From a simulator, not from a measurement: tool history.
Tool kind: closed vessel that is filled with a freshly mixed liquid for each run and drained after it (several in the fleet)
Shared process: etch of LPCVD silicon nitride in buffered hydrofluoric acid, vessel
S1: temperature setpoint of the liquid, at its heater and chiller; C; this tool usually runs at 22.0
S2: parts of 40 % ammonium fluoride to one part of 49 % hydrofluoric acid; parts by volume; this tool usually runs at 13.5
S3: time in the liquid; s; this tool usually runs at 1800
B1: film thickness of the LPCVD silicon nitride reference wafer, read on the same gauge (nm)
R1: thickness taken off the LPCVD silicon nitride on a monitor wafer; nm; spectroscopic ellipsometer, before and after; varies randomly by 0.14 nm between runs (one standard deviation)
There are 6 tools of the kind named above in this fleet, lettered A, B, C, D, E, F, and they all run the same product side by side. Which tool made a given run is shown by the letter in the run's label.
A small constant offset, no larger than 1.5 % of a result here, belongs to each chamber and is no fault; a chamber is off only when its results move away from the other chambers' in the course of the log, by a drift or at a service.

Run 1B, hour 10.3: usual settings; B1 80.017. Result: R1 16.943 nm.
Run 2E, hour 23.1: usual settings; B1 80.003. Result: R1 17.107 nm.
At hour 32.3: chamber C: thermometer replaced.
Run 3F, hour 36.8: usual settings; B1 79.994. Result: R1 17.174 nm.
Run 4D, hour 42.9: usual settings; B1 79.978. Result: R1 17.086 nm.
Run 5C, hour 51.3: usual settings; B1 80.002. Result: R1 17.001 nm.
Run 6A, hour 60.9: usual settings; B1 79.997. Result: R1 17.342 nm.
Run 7F, hour 74.6: usual settings; B1 79.978. Result: R1 17.134 nm.
At hour 81.2: chamber C: hydrofluoric acid flow meter replaced.
Run 8B, hour 88.0: usual settings; B1 79.998. Result: R1 16.951 nm.
Run 9D, hour 100.9: usual settings; B1 79.997. Result: R1 16.786 nm.
At hour 101.7: chamber E: hydrofluoric acid flow meter replaced.
Run 10A, hour 112.9: usual settings; B1 80.006. Result: R1 17.282 nm.
Run 11C, hour 124.7: usual settings; B1 80.004. Result: R1 17.005 nm.
Run 12E, hour 132.1: usual settings; B1 80.002. Result: R1 17.136 nm.
Run 13E, hour 140.2: usual settings; B1 79.981. Result: R1 17.175 nm.
Run 14F, hour 154.3: usual settings but S3 2215 s; B1 79.993. Result: R1 21.479 nm.
Run 15B, hour 164.7: usual settings but S3 2215 s; B1 80.011. Result: R1 20.656 nm.
At hour 177.8: chamber A: thermometer replaced.
Run 16D, hour 178.5: usual settings but S3 2215 s; B1 79.995. Result: R1 20.806 nm.
Run 17A, hour 189.0: usual settings but S3 2215 s; B1 79.995. Result: R1 20.898 nm.
Run 18C, hour 200.0: usual settings but S3 2215 s; B1 80.005. Result: R1 21.105 nm.
Run 19F, hour 210.9: usual settings but S3 2215 s; B1 79.986. Result: R1 21.175 nm.
At hour 216.4: chamber A: hydrofluoric acid flow meter replaced.
Run 20C, hour 221.9: usual settings but S2 9.0 parts by volume, S3 2195 s; B1 80.009. Result: R1 29.853 nm.
Run 21A, hour 231.9: usual settings but S2 9.0 parts by volume, S3 2195 s; B1 80.002. Result: R1 29.700 nm.
Run 22B, hour 240.6: usual settings but S2 9.0 parts by volume, S3 2195 s; B1 80.006. Result: R1 30.039 nm.
Run 23E, hour 252.0: usual settings but S2 9.0 parts by volume, S3 2195 s; B1 80.008. Result: R1 30.137 nm.
Run 24D, hour 258.6: usual settings but S2 9.0 parts by volume, S3 2195 s; B1 79.995. Result: R1 29.265 nm.
At hour 262.8: chamber B: thermometer replaced.
Run 25F, hour 269.6: usual settings but S2 9.0 parts by volume, S3 2195 s; B1 80.002. Result: R1 31.041 nm.
Run 26C, hour 278.2: usual settings; B1 80.006. Result: R1 16.992 nm.
Run 27E, hour 286.9: usual settings but S3 2215 s; B1 79.992. Result: R1 20.772 nm.
Run 28A, hour 296.4: usual settings but S3 2215 s; B1 79.993. Result: R1 20.896 nm.
Run 29B, hour 309.9: usual settings but S3 2215 s; B1 79.979. Result: R1 20.923 nm.
At hour 310.5: chamber F: hydrofluoric acid flow meter replaced.
At hour 318.0: chamber E: thermometer replaced.
Run 30D, hour 323.8: usual settings but S3 2215 s; B1 80.021. Result: R1 21.083 nm.
Run 31E, hour 335.1: usual settings but S3 2215 s; B1 80.004. Result: R1 20.841 nm.
Run 32C, hour 348.1: usual settings but S3 2215 s; B1 79.977. Result: R1 21.257 nm.
Run 33A, hour 357.9: usual settings; B1 80.000. Result: R1 16.963 nm.
Run 34D, hour 364.5: usual settings; B1 79.985. Result: R1 16.869 nm.
Run 35B, hour 378.1: usual settings but S1 25.5 C, S2 15.5 parts by volume; B1 79.967. Result: R1 17.813 nm.
Run 36F, hour 389.1: usual settings but S1 25.5 C, S2 15.5 parts by volume; B1 80.000. Result: R1 19.345 nm.

The same settings go to every chamber for the next run, one line per chamber below. Forecast the results for each:
Run 37A, hour 399.1: usual settings. Result: R1 ?.
Run 37B, hour 399.1: usual settings. Result: R1 ?.
Run 37C, hour 399.1: usual settings. Result: R1 ?.
Run 37D, hour 399.1: usual settings. Result: R1 ?.
Run 37E, hour 399.1: usual settings. Result: R1 ?.
Run 37F, hour 399.1: usual settings. Result: R1 ?.

run      R1
37A  17.109
37B  16.861
37C  17.084
37D  16.801
37E  17.037
37F  18.378
